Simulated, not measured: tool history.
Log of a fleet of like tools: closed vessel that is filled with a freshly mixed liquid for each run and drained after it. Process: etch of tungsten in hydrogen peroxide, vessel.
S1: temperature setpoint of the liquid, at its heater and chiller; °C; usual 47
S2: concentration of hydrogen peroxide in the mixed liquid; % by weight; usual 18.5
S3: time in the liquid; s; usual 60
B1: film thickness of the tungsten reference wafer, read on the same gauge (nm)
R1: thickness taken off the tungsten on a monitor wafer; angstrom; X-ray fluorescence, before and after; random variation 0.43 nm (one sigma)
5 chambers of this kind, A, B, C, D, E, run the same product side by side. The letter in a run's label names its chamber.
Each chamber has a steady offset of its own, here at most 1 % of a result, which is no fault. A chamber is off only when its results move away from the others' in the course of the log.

run	day	S1	S2	S3	B1	R1
1A	0.462	47	18.5	60	29.997	712.34
2C	0.833	47	18.5	60	30.006	716.35
3B	1.317	47	18.5	60	30.014	710.92
4D	1.929	47	18.5	60	29.973	719.7
5E	2.342	47	18.5	60	29.994	725.22
6B	2.954	47	18.5	60	29.999	721.53
7D	3.354	47	18.5	60	30.015	718.95
8A	3.975	47	18.5	60	29.974	712.96
9C	4.446	47	18.5	60	30.009	713
10E	5.012	47	18.5	60	30.002	721.11
11D	5.346	47	18.5	60	30.023	720.14
12B	5.754	47	18.5	60	30.007	720.78
# day 5.867: chamber C: thermometer replaced
13A	6.396	47	18.5	60	29.993	722.27
14C	6.854	47	18.5	60	30.004	715.04
15E	7.421	47	18.5	60	30.052	730.11
16E	7.729	47	18.5	60	30.015	727.51
# day 7.738: chamber A: new drum of peroxide connected
17A	8.396	47	18.5	60	29.993	725.8
18C	8.8	47	18.5	60	29.992	713.31
19B	9.2	47	18.5	60	30.034	721.81
20D	9.65	47	18.5	60	29.988	719.03
21D	10.208	47	18.5	60	29.956	731.71
22C	10.796	47	18.5	60	29.998	707.94
23E	11.421	47	18.5	60	29.98	729.56
24B	11.908	47	18.5	60	29.983	722.33
25A	12.446	47	18.5	60	29.972	747.99
# day 13.021: chamber C: new drum of peroxide connected
26B	13.038	47	18.5	60	30.019	718.07
27D	13.621	47	18.5	60	30.002	721.91
28A	14.233	47	18.5	60	29.963	735.22
29C	14.738	47	18.5	60	29.973	722.27
30E	15.421	47	18.5	60	29.991	731.99
# day 15.538: chamber D: new drum of peroxide connected
31C	15.762	47	18.5	60	29.973	715.9
32D	16.388	47	18.5	60	30.019	719.35
33A	16.996	47	18.5	95	29.953	1186.9
34B	17.55	47	18.5	95	30.029	1141.2
35E	18.212	47	18.5	95	30.021	1151.3
36D	18.638	47	18.5	95	30.005	1161.1
37C	19.15	47	18.5	95	30.005	1130.3
38A	19.521	47	18.5	60	30.018	768.11
39E	19.858	47	18.5	60	29.984	724.17
40B	20.479	50.5	14	60	30	778.02
41C	21.158	50.5	14	60	29.962	779.52
42B	21.458	50.5	14	60	30.032	778.77

What goes on in this fleet: one chamber off, a drifting gauge, or nothing beyond the chambers' own small offsets? Name the chamber and the cause, if any.

Chamber A drifts away from the others.
Cause: liquid hotter than its thermometer reads (K) = 1.2.

Here are 4 candidates for chamber A's next run, each the usual settings with a change, their results left as question marks. Which one brings its results back in line with what the others give on the usual settings?
In line means no further than this from the other chambers' mean on the usual settings: R1 15 angstrom
43A-1	21.95	46	18.5	60		?
43A-2	21.95	46.5	18.5	60		?
43A-3	21.95	47.5	18.5	60		?
43A-4	21.95	48	18.5	60		?

The other chambers' mean on the usual settings: R1 721.32 angstrom
run	R1
43A-1	724.71
43A-2	747.57
43A-3	794.73
43A-4	819.06
43A-1 brings the chamber back in line.
